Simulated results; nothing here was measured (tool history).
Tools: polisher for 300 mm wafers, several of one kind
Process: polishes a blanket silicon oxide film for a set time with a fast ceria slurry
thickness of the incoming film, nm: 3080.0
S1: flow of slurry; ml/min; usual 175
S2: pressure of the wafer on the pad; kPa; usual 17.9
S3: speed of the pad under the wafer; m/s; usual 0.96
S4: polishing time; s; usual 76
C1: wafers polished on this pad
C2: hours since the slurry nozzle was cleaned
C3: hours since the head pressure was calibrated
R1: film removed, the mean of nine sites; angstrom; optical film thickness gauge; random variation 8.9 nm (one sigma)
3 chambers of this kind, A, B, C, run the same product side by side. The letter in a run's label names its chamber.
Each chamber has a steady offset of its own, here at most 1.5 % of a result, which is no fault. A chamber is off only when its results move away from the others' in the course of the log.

Run 1B, day 0.317: usual settings; C1 736; C2 347.6; C3 801.8. Result: R1 12364.0 angstrom.
At day 0.504: chamber B: worn pad replaced by a new one.
Run 2C, day 0.625: usual settings; C1 714; C2 27.9; C3 366.5. Result: R1 12118.0 angstrom.
Run 3A, day 0.783: usual settings; C1 784; C2 229.8; C3 1414.0. Result: R1 12309.0 angstrom.
Run 4B, day 0.988: usual settings; C1 81; C2 363.7; C3 817.9. Result: R1 12364.0 angstrom.
Run 5A, day 1.225: usual settings but S3 0.72 m/s; C1 858; C2 240.4; C3 1424.6. Result: R1 9153.5 angstrom.
Run 6C, day 1.408: usual settings but S3 0.72 m/s; C1 846; C2 46.7; C3 385.3. Result: R1 9253.7 angstrom.
Run 7B, day 1.646: usual settings but S3 0.72 m/s; C1 192; C2 379.5; C3 833.7. Result: R1 9213.5 angstrom.
Run 8A, day 1.875: usual settings; C1 967; C2 256.0; C3 1440.2. Result: R1 12273.0 angstrom.
Run 9C, day 2.162: usual settings; C1 972; C2 64.8; C3 403.4. Result: R1 12328.0 angstrom.
Run 10B, day 2.438: usual settings; C1 324; C2 398.5; C3 852.7. Result: R1 12371.0 angstrom.
At day 2.683: chamber A: worn pad replaced by a new one.
Run 11C, day 2.738: usual settings; C1 1068; C2 78.6; C3 417.2. Result: R1 12076.0 angstrom.
Run 12A, day 2.996: usual settings; C1 52; C2 282.9; C3 1467.1. Result: R1 12063.0 angstrom.
Run 13A, day 3.288: usual settings; C1 101; C2 289.9; C3 1474.1. Result: R1 12213.0 angstrom.
Run 14B, day 3.575: usual settings; C1 515; C2 425.8; C3 880.0. Result: R1 12357.0 angstrom.
Run 15C, day 3.725: usual settings; C1 1234; C2 102.3; C3 440.9. Result: R1 12271.0 angstrom.
Run 16C, day 3.921: usual settings; C1 1267; C2 107.0; C3 445.6. Result: R1 12308.0 angstrom.
Run 17B, day 4.121: usual settings; C1 607; C2 438.9; C3 893.1. Result: R1 12215.0 angstrom.
At day 4.171: chamber C: worn pad replaced by a new one.
Run 18A, day 4.317: usual settings; C1 274; C2 314.6; C3 1498.8. Result: R1 12335.0 angstrom.
At day 4.425: chamber B: worn pad replaced by a new one.
Run 19A, day 4.629: usual settings; C1 326; C2 322.1; C3 1506.3. Result: R1 12286.0 angstrom.
Run 20C, day 4.838: usual settings but S1 205 ml/min, S3 0.72 m/s; C1 112; C2 129.0; C3 467.6. Result: R1 9718.7 angstrom.
At day 4.850: chamber A: slurry nozzle cleaned.
Run 21B, day 5.083: usual settings but S1 205 ml/min, S3 0.72 m/s; C1 111; C2 462.0; C3 916.2. Result: R1 9572.0 angstrom.
Run 22B, day 5.308: usual settings but S1 205 ml/min, S3 0.72 m/s; C1 148; C2 467.4; C3 921.6. Result: R1 9572.7 angstrom.
Run 23A, day 5.638: usual settings; C1 495; C2 18.9; C3 1530.5. Result: R1 12142.0 angstrom.
Run 24C, day 5.908: usual settings but S1 205 ml/min, S4 51 s; C1 291; C2 154.7; C3 493.3. Result: R1 8645.4 angstrom.
Run 25C, day 6.179: usual settings but S1 205 ml/min, S4 51 s; C1 337; C2 161.2; C3 499.8. Result: R1 8671.2 angstrom.
Run 26B, day 6.358: usual settings but S1 205 ml/min, S4 51 s; C1 324; C2 492.6; C3 946.8. Result: R1 8413.7 angstrom.
Run 27A, day 6.517: usual settings; C1 643; C2 40.0; C3 1551.6. Result: R1 12185.0 angstrom.
Run 28C, day 6.692: usual settings; C1 423; C2 173.5; C3 512.1. Result: R1 12509.0 angstrom.
At day 6.821: chamber B: slurry nozzle cleaned.
Run 29A, day 6.933: usual settings; C1 713; C2 50.0; C3 1561.6. Result: R1 12164.0 angstrom.
At day 6.992: chamber A: head pressure recalibrated.
Run 30B, day 7.217: usual settings; C1 468; C2 9.6; C3 967.4. Result: R1 12289.0 angstrom.
Run 31A, day 7.471: usual settings; C1 803; C2 62.9; C3 11.6. Result: R1 12156.0 angstrom.
Run 32B, day 7.712: usual settings; C1 552; C2 21.5; C3 979.3. Result: R1 12432.0 angstrom.
Run 33C, day 8.008: usual settings; C1 644; C2 205.1; C3 543.7. Result: R1 12809.0 angstrom.
At day 8.029: chamber A: worn pad replaced by a new one.
Run 34A, day 8.208: usual settings; C1 30; C2 80.6; C3 29.3. Result: R1 12134.0 angstrom.
Run 35C, day 8.508: usual settings; C1 728; C2 217.1; C3 555.7. Result: R1 13026.0 angstrom.
At day 8.550: chamber B: worn pad replaced by a new one.
Run 36B, day 8.696: usual settings but S3 0.74 m/s, S4 52 s; C1 24; C2 45.1; C3 1002.9. Result: R1 6596.9 angstrom.
Run 37A, day 9.017: usual settings but S3 0.74 m/s, S4 52 s; C1 166; C2 100.0; C3 48.7. Result: R1 6414.0 angstrom.
Run 38B, day 9.158: usual settings but S3 0.74 m/s, S4 52 s; C1 102; C2 56.2; C3 1014.0. Result: R1 6503.5 angstrom.
Run 39C, day 9.492: usual settings; C1 892; C2 240.7; C3 579.3. Result: R1 13211.0 angstrom.
Run 40A, day 9.675: usual settings; C1 276; C2 115.8; C3 64.5. Result: R1 12081.0 angstrom.
Run 41C, day 9.858: usual settings; C1 954; C2 249.5; C3 588.1. Result: R1 13461.0 angstrom.
Run 42B, day 10.071: usual settings; C1 255; C2 78.1; C3 1035.9. Result: R1 12273.0 angstrom.

Next, every chamber runs the same settings. What will each give?
Run 43A, day 10.308: usual settings but S3 0.66 m/s. Result: R1 ?.
Run 43B, day 10.308: usual settings but S3 0.66 m/s. Result: R1 ?.
Run 43C, day 10.308: usual settings but S3 0.66 m/s. Result: R1 ?.

run      R1
43A  8336.4
43B  8624.1
43C  9288.0
